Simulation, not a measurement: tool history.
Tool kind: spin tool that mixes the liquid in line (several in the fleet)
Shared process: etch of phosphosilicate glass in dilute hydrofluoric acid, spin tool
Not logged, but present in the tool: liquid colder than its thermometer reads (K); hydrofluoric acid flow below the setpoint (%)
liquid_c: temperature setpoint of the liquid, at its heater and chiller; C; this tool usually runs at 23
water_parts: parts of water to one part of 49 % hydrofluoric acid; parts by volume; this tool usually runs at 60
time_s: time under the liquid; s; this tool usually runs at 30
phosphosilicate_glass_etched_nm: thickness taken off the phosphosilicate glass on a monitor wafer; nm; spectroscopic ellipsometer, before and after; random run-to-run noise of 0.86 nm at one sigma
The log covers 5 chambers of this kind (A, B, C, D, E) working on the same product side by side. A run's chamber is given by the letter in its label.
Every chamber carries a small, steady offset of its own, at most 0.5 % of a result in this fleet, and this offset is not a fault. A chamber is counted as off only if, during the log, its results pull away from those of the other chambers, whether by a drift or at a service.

| run | hour | liquid_c | water_parts | time_s | hours since the thermometer was replaced | hours since the hydrofluoric acid flow meter was replaced | read-back film thickness of the phosphosilicate glass reference wafer, read on the same gauge (nm) | phosphosilicate_glass_etched_nm |
|---|---|---|---|---|---|---|---|---|
| 1C | 11.7 | 23 | 60 | 30 | 979.5 | 1744.7 | 100.01 | 99.965 |
| 2B | 17.4 | 23 | 60 | 30 | 1056.9 | 1762.1 | 100.02 | 100.78 |
| 3A | 27.4 | 23 | 60 | 30 | 810.7 | 1205.3 | 100 | 100 |
| 4D | 35.6 | 23 | 60 | 30 | 292.1 | 223.1 | 99.981 | 100.18 |
| 5E | 46.1 | 23 | 60 | 30 | 317.2 | 1370.7 | 100.01 | 101.29 |
| 6E | 57.5 | 23 | 60 | 30 | 328.6 | 1382.1 | 100.01 | 101.1 |
| 7D | 63.4 | 23 | 75 | 40 | 319.9 | 250.9 | 100 | 106.71 |
| 8C | 73.9 | 23 | 75 | 40 | 1041.7 | 1806.9 | 100.01 | 104.53 |
| 9B | 81 | 23 | 75 | 40 | 1120.5 | 1825.7 | 100.01 | 103.52 |
| 10A | 90.5 | 23 | 75 | 40 | 873.8 | 1268.4 | 99.997 | 105.68 |
| 11B | 103.2 | 23 | 75 | 40 | 1142.7 | 1847.9 | 100 | 104.44 |
| 12E | 109.2 | 23 | 60 | 30 | 380.3 | 1433.8 | 99.98 | 99.273 |
| 13C | 114.9 | 23 | 60 | 30 | 1082.7 | 1847.9 | 99.994 | 100.75 |
| 14A | 121.5 | 23 | 60 | 30 | 904.8 | 1299.4 | 100.02 | 100.76 |
| 15D | 133.6 | 23 | 60 | 30 | 390.1 | 321.1 | 99.991 | 101.2 |
| 16E | 142.1 | 23 | 60 | 15 | 413.2 | 1466.7 | 99.994 | 48.83 |
|  | 143.3 | chamber B: thermometer replaced |
| 17B | 147.8 | 23 | 60 | 15 | 4.6 | 1892.5 | 100 | 49.524 |
| 18D | 156 | 23 | 60 | 15 | 412.5 | 343.5 | 100.01 | 51.45 |
| 19C | 162.3 | 23 | 60 | 15 | 1130.1 | 1895.3 | 100 | 51.075 |
| 20A | 173.1 | 23 | 60 | 15 | 956.4 | 1351 | 100.01 | 49.95 |
| 21E | 178.8 | 23 | 60 | 30 | 449.9 | 1503.4 | 99.981 | 97.815 |
| 22C | 190 | 23 | 60 | 30 | 1157.8 | 1923 | 99.993 | 100.8 |
|  | 192.3 | chamber B: hydrofluoric acid flow meter replaced |
| 23A | 200.6 | 23 | 60 | 30 | 983.9 | 1378.5 | 100 | 101.51 |
| 24B | 211.7 | 23 | 60 | 30 | 68.5 | 19.5 | 100 | 100.68 |
| 25D | 217.7 | 23 | 60 | 30 | 474.2 | 405.2 | 99.999 | 100.46 |
| 26D | 224.3 | 23 | 60 | 30 | 480.8 | 411.8 | 99.972 | 100.76 |
|  | 233.2 | chamber C: thermometer replaced |
| 27E | 236.4 | 23 | 60 | 30 | 507.5 | 1561 | 99.991 | 95.872 |
| 28C | 243.1 | 23 | 60 | 30 | 9.9 | 1976.1 | 99.999 | 101.35 |
|  | 247.3 | chamber A: hydrofluoric acid flow meter replaced |
| 29B | 249 | 23 | 60 | 30 | 105.8 | 56.8 | 99.998 | 101.36 |
| 30A | 260.6 | 23 | 60 | 30 | 1043.9 | 13.3 | 99.988 | 99.604 |
| 31A | 268.9 | 23 | 80 | 30 | 1052.2 | 21.6 | 99.985 | 73.681 |
| 32D | 281 | 23 | 80 | 30 | 537.5 | 468.5 | 100.01 | 74.355 |
| 33B | 287.6 | 23 | 80 | 30 | 144.4 | 95.4 | 100.01 | 73.411 |
| 34C | 294.4 | 23 | 80 | 30 | 61.2 | 2027.4 | 99.982 | 74.302 |
| 35E | 302.9 | 23 | 80 | 30 | 574 | 1627.5 | 100.01 | 69.896 |
| 36C | 313.3 | 23 | 60 | 30 | 80.1 | 2046.3 | 99.989 | 102.38 |
| 37B | 325 | 23 | 60 | 30 | 181.8 | 132.8 | 100 | 100.12 |

Does one chamber stand apart from the rest, does the shared gauge drift, or is all well apart from small per-chamber offsets? Give the chamber and the most likely cause, where there is one.

Little by little, chamber E moves away from the other chambers.
Most likely cause: liquid colder than its thermometer reads (K) = 1.81.
With only this log, it may be confused with: hydrofluoric acid flow below the setpoint (%).

Below are 4 candidate recipes for chamber E's next run, each the usual settings with a change, their results shown as question marks. Which of them brings E's results back in line with what the other chambers give on the usual settings?
In line here means within this much of the mean the other chambers give on the usual settings: phosphosilicate_glass_etched_nm 3 nm
| 38E-1 | 334.1 | 19.5 | 60 | 30 |  |  |  | ? |
| 38E-2 | 334.1 | 26.5 | 60 | 30 |  |  |  | ? |
| 38E-3 | 334.1 | 25 | 60 | 30 |  |  |  | ? |
| 38E-4 | 334.1 | 23 | 65 | 30 |  |  |  | ? |

What the other chambers average on the usual settings: phosphosilicate_glass_etched_nm 101 nm
| run | phosphosilicate_glass_etched_nm |
|---|---|
| 38E-1 | 80.168 |
| 38E-2 | 107.35 |
| 38E-3 | 100.97 |
| 38E-4 | 85.417 |
Change 38E-3 lands the chamber within the allowed miss of the other chambers.
